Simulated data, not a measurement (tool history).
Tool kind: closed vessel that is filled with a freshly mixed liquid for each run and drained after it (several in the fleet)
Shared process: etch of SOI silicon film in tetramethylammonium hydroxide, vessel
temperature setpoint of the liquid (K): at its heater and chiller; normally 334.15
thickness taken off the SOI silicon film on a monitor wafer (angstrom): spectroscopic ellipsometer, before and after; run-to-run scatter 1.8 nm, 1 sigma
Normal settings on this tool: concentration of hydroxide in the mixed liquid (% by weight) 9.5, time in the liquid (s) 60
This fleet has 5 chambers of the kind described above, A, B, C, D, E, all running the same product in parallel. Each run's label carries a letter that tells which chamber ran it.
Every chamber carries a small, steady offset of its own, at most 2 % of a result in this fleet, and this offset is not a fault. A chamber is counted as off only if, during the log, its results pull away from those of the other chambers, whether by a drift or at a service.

run   hour  temperature setpoint of the liquid (K)  concentration of hydroxide in the mixed liquid (% by weight)  time in the liquid (s)  hours since the thermometer was replaced  hours since the hydroxide flow meter was replaced  read-back film thickness of the SOI silicon film reference wafer, read on the same gauge (nm)  thickness taken off the SOI silicon film on a monitor wafer (angstrom)
 1E   11.6                                  334.15                                                           9.5                      60                                     922.2                                              471.5                                                                                         29.986                                                                  2586.3
 2C   22.8                                  334.15                                                           9.5                      60                                    1440.7                                              631.8                                                                                          29.99                                                                  2599.1
      24.3  -- chamber C: hydroxide flow meter replaced
 3D     34                                  334.15                                                           9.5                      60                                       443                                              611.4                                                                                         29.991                                                                  2614.1
 4A   47.2                                  334.15                                                           9.5                      60                                     944.3                                             1140.1                                                                                             30                                                                  2537.8
 5B   59.9                                  334.15                                                           9.5                      60                                     641.1                                                543                                                                                         29.976                                                                  2651.3
 6C   69.4                                  337.65                                                            12                      60                                    1487.3                                               45.1                                                                                         29.995                                                                  3003.2
 7E   82.5                                  337.65                                                            12                      60                                     993.1                                              542.4                                                                                          29.99                                                                  2913.5
 8D   91.5                                  337.65                                                            12                      60                                     500.5                                              668.9                                                                                         30.006                                                                  2920.1
      97.5  -- chamber E: thermometer replaced
 9B  101.9                                  337.65                                                            12                      60                                     683.1                                                585                                                                                         29.996                                                                  2952.7
10A  109.9                                  337.65                                                            12                      60                                      1007                                             1202.8                                                                                         29.986                                                                  2951.6
11A  119.3                                  334.15                                                           9.5                      60                                    1016.4                                             1212.2                                                                                         29.993                                                                  2597.9
12E  129.8                                  334.15                                                           9.5                      60                                      32.3                                              589.7                                                                                          30.01                                                                  2548.9
13D  138.7                                  334.15                                                           9.5                      60                                     547.7                                              716.1                                                                                         30.022                                                                    2596
14B  145.3                                  334.15                                                           9.5                      60                                     726.5                                              628.4                                                                                         29.997                                                                  2634.1
15C  151.3                                  334.15                                                           9.5                      60                                    1569.2                                                127                                                                                         29.957                                                                  2557.2
16C    163                                  334.15                                                           9.5                      60                                    1580.9                                              138.7                                                                                         30.033                                                                  2536.9
17E    174                                  334.15                                                           9.5                      60                                      76.5                                              633.9                                                                                         30.009                                                                  2529.4
18A  184.6                                  334.15                                                           9.5                      60                                    1081.7                                             1277.5                                                                                         29.993                                                                  2583.1
19D  196.6                                  334.15                                                           9.5                      60                                     605.6                                                774                                                                                         30.033                                                                  2569.2
20B  207.8                                  334.15                                                           9.5                      60                                       789                                              690.9                                                                                         29.975                                                                  2662.7
21B  214.7                                  334.15                                                           9.5                      60                                     795.9                                              697.8                                                                                         29.971                                                                  2626.7
22D  223.6                                  334.15                                                           9.5                      60                                     632.6                                                801                                                                                         30.019                                                                  2623.3
23A  234.9                                  334.15                                                           9.5                      60                                      1132                                             1327.8                                                                                         29.981                                                                  2562.6
24E  241.6                                  334.15                                                           9.5                      60                                     144.1                                              701.5                                                                                         29.994                                                                  2560.2
25C  248.7                                  334.15                                                           9.5                      60                                    1666.6                                              224.4                                                                                         30.005                                                                  2497.6
26C  260.4                                  334.15                                                           9.5                      60                                    1678.3                                              236.1                                                                                         29.951                                                                  2440.7
27A  268.3                                  334.15                                                           9.5                      60                                    1165.4                                             1361.2                                                                                         30.023                                                                  2618.3
28E  275.4                                  334.15                                                           9.5                      60                                     177.9                                              735.3                                                                                         30.015                                                                  2553.3
29D  285.1                                  334.15                                                           9.5                      60                                     694.1                                              862.5                                                                                         30.042                                                                  2561.9
30B  295.8                                  334.15                                                           9.5                      60                                       877                                              778.9                                                                                         30.012                                                                    2601
31E  307.1                                  334.15                                                           9.5                      60                                     209.6                                                767                                                                                         30.011                                                                  2567.8
32B  318.3                                  334.15                                                           9.5                      60                                     899.5                                              801.4                                                                                         29.981                                                                  2601.3

All chambers now run identical settings, listed one chamber a line with results as question marks. What results will each chamber show?
33A  327.8                                  334.15                                                           9.5                      60                                                                                                                                                                                                                                                                   ?
33B  327.8                                  334.15                                                           9.5                      60                                                                                                                                                                                                                                                                   ?
33C  327.8                                  334.15                                                           9.5                      60                                                                                                                                                                                                                                                                   ?
33D  327.8                                  334.15                                                           9.5                      60                                                                                                                                                                                                                                                                   ?
33E  327.8                                  334.15                                                           9.5                      60                                                                                                                                                                                                                                                                   ?

run  thickness taken off the SOI silicon film on a monitor wafer (angstrom)
33A                                                                  2573.8
33B                                                                  2606.7
33C                                                                  2409.9
33D                                                                  2571.9
33E                                                                  2534.6
